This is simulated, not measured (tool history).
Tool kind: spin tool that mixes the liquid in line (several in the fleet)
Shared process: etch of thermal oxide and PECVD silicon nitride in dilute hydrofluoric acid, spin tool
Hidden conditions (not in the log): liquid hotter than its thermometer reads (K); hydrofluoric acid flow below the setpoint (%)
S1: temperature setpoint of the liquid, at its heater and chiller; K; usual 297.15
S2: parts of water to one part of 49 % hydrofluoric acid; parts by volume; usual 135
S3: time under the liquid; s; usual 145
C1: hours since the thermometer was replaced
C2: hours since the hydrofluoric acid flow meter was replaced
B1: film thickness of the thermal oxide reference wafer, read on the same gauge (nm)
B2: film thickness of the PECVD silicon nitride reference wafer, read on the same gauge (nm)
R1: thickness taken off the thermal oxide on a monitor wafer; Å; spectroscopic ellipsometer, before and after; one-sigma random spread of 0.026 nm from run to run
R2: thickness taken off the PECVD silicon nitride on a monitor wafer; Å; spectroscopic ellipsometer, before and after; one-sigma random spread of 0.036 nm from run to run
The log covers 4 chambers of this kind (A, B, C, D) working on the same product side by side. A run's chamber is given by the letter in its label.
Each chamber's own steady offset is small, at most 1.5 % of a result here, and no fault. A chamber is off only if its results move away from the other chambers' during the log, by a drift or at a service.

run,hour,S1,S2,S3,C1,C2,B1,B2,R1,R2
1C,12.1,297.15,135,145,247.7,758.5,69.968,120.01,49.740,21.232
2A,25.5,297.15,135,145,779.8,643.3,70.026,120.01,50.027,22.244
3B,32.9,297.15,135,145,557.3,559.0,69.985,120.01,49.532,22.271
4D,42.6,297.15,135,145,975.5,1407.4,69.982,119.98,50.314,21.793
5B,49.4,297.15,135,145,573.8,575.5,70.018,120.00,49.507,21.815
6A,62.9,297.15,135,145,817.2,680.7,70.034,120.02,50.376,22.850
7C,76.1,297.15,135,145,311.7,822.5,69.996,119.99,50.088,21.726
8D,86.9,292.65,170,145,1019.8,1451.7,69.990,120.01,32.270,13.240
9B,93.8,292.65,170,145,618.2,619.9,70.020,119.97,31.757,13.028
10D,100.6,292.65,170,145,1033.5,1465.4,69.992,120.01,32.423,13.016
11A,111.1,292.65,170,145,865.4,728.9,70.026,120.01,32.185,13.087
12C,118.0,297.15,135,145,353.6,864.4,69.979,120.01,49.836,21.409
13D,129.2,297.15,135,145,1062.1,1494.0,70.058,119.98,49.943,23.026
# hour 137.0: chamber D: thermometer replaced
14C,141.4,297.15,135,145,377.0,887.8,70.001,120.01,49.594,21.756
15B,150.7,297.15,135,145,675.1,676.8,70.007,120.02,49.383,21.907
16A,164.9,297.15,135,145,919.2,782.7,70.013,120.01,50.396,22.496
17B,173.4,297.15,135,145,697.8,699.5,70.026,120.00,49.607,22.197
18D,180.3,297.15,135,145,43.4,1545.1,69.986,120.01,50.028,22.238
19A,189.2,297.15,135,145,943.5,807.0,69.992,120.02,50.346,22.103
20C,200.6,299.65,135,195,436.2,947.0,70.006,120.01,73.724,33.271
21B,207.5,299.65,135,195,731.9,733.6,70.006,119.98,72.917,34.328
22D,220.0,299.65,135,195,83.1,1584.8,70.009,120.03,74.562,34.654
23C,234.6,299.65,135,195,470.2,981.0,70.015,120.00,73.758,34.475
24A,246.6,297.15,135,145,1000.9,864.4,69.996,119.98,50.052,22.619
25D,257.6,297.15,135,145,120.7,1622.4,69.995,120.04,49.973,22.225
26C,271.3,302.15,135,90,506.9,1017.7,70.019,120.03,37.279,18.572
27B,283.9,302.15,135,90,808.3,810.0,70.032,119.97,37.386,18.802
28A,294.6,302.15,135,90,1048.9,912.4,69.986,119.99,37.529,18.964
29C,301.4,302.15,135,90,537.0,1047.8,69.956,119.97,37.468,18.681
30D,309.3,297.15,135,145,172.4,1674.1,70.010,119.97,50.744,22.152

Next, all 4 chambers run the settings below, one line each with question marks for the results. What does each chamber give?
31A,320.1,297.15,135,145,,,,,?,?
31B,320.1,297.15,135,145,,,,,?,?
31C,320.1,297.15,135,145,,,,,?,?
31D,320.1,297.15,135,145,,,,,?,?

run,R1,R2
31A,50.304,22.296
31B,49.940,21.999
31C,50.153,21.981
31D,50.193,23.016
